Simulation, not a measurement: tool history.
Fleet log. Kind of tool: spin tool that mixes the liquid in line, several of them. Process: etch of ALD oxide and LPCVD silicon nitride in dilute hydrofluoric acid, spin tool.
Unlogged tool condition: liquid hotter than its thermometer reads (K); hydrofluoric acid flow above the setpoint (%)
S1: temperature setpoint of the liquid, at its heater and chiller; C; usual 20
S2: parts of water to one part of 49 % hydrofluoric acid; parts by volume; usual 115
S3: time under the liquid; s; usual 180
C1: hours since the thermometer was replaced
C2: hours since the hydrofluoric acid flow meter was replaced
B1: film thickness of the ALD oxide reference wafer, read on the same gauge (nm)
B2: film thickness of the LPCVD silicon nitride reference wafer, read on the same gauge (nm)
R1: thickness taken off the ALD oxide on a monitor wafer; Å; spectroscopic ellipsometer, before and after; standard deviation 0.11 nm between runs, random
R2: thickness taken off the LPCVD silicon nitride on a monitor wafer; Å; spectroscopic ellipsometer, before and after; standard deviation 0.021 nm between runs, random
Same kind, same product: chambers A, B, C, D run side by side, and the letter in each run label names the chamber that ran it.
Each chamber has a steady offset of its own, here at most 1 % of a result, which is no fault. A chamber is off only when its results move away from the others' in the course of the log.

run	hour	S1	S2	S3	C1	C2	B1	B2	R1	R2
1B	11.8	20	115	180	340.8	257.9	130	120.03	255.09	5.693
2D	19.4	20	115	180	515.6	1011.7	129.97	119.98	258.42	5.3112
3C	33.2	20	115	180	1256	241.6	129.99	120	255.93	5.674
4A	43	20	115	180	1467	899.6	130.01	119.99	256.48	5.5547
5B	55.5	20	115	180	384.5	301.6	129.98	119.98	255.68	5.4129
6A	66.9	20	115	180	1490.9	923.5	130.01	120.04	254.93	5.7193
7C	81.4	20	115	180	1304.2	289.8	129.99	119.98	255.52	5.7063
8D	97.6	20	115	180	593.8	1089.9	129.99	120.02	257.18	5.5575
9C	107	20	115	180	1329.8	315.4	130	120	254.87	5.6449
# hour 116.2: chamber A: hydrofluoric acid flow meter replaced
10B	118.4	20	115	180	447.4	364.5	129.97	119.98	253.59	5.2916
11A	132.5	20	115	180	1556.5	16.3	130	119.98	256.73	5.6003
12D	147	20	115	180	643.2	1139.3	129.99	120.01	257.56	5.3598
13C	160.2	20	115	180	1383	368.6	130.01	120	256.71	5.6072
14D	173.3	20	115	180	669.5	1165.6	130.01	119.98	258.31	5.5767
15B	181.1	20	115	180	510.1	427.2	130	120.01	255.88	5.8379
16A	192.8	20	115	180	1616.8	76.6	130	120.01	257.5	5.7959
# hour 203.7: chamber B: thermometer replaced
17B	205.8	22.5	85	180	2.2	451.9	130	120.01	398.18	9.1272
18D	219.7	22.5	85	180	715.9	1212	130.02	120	398.96	8.7329
19A	230	22.5	85	180	1654	113.8	129.95	120.03	400.92	8.4583
20C	244	22.5	85	180	1466.8	452.4	129.98	120.01	401.25	9.0795
21A	255.9	20	115	180	1679.9	139.7	129.98	119.99	255.79	5.5431
22D	268.7	20	115	180	764.9	1261	129.99	119.95	257.59	5.4396
23C	284.1	20	140	80	1506.9	492.5	130.01	119.97	90.187	2.0187
24B	295.5	20	140	80	91.9	541.6	130.01	120.01	89.605	2.0802
25B	303	20	140	80	99.4	549.1	130.01	120.02	90.782	2.0685
26C	312	20	140	80	1534.8	520.4	129.98	119.99	90.856	2.0705
27D	321.4	20	115	180	817.6	1313.7	129.98	120.01	258.4	5.2253
28A	332.6	20	115	180	1756.6	216.4	130.03	119.99	258.16	5.1437
29A	346.1	20	115	180	1770.1	229.9	129.99	119.99	257.85	5.9143
30D	359.2	20	115	180	855.4	1351.5	129.99	120.03	257.75	5.7103
31C	374.8	20	115	180	1597.6	583.2	130	120.02	256.11	5.7096
32B	385.1	20	115	180	181.5	631.2	129.99	120	255.56	5.88
33D	398	20	115	180	894.2	1390.3	129.97	119.98	258.59	5.8644
34A	412.2	20	115	180	1836.2	296	130.01	120.02	255.16	5.7848
35B	428.7	20	115	180	225.1	674.8	129.97	120.01	254.73	5.2997
36C	442.7	20	115	180	1665.5	651.1	129.99	120.01	255.77	5.4301
37D	458.3	20	115	180	954.5	1450.6	129.99	119.98	258.69	5.4866
38A	471.5	20	115	180	1895.5	355.3	129.99	120.04	258.18	5.9232
39C	481.1	20	115	180	1703.9	689.5	130.03	119.99	255.43	5.6392
40B	489	20	115	180	285.4	735.1	129.99	119.99	254.11	5.468
41C	496.3	20	115	180	1719.1	704.7	130	120.03	254.87	5.443
42B	505.3	20	70	240	301.7	751.4	129.99	120.01	589.84	11.428

Predict what each chamber gives when all 4 of them run the settings below next.
43A	517.3	20	115	180					?	?
43B	517.3	20	115	180					?	?
43C	517.3	20	115	180					?	?
43D	517.3	20	115	180					?	?

run	R1	R2
43A	255.83	5.4664
43B	255.04	5.3973
43C	256.8	5.3475
43D	256.53	5.7076
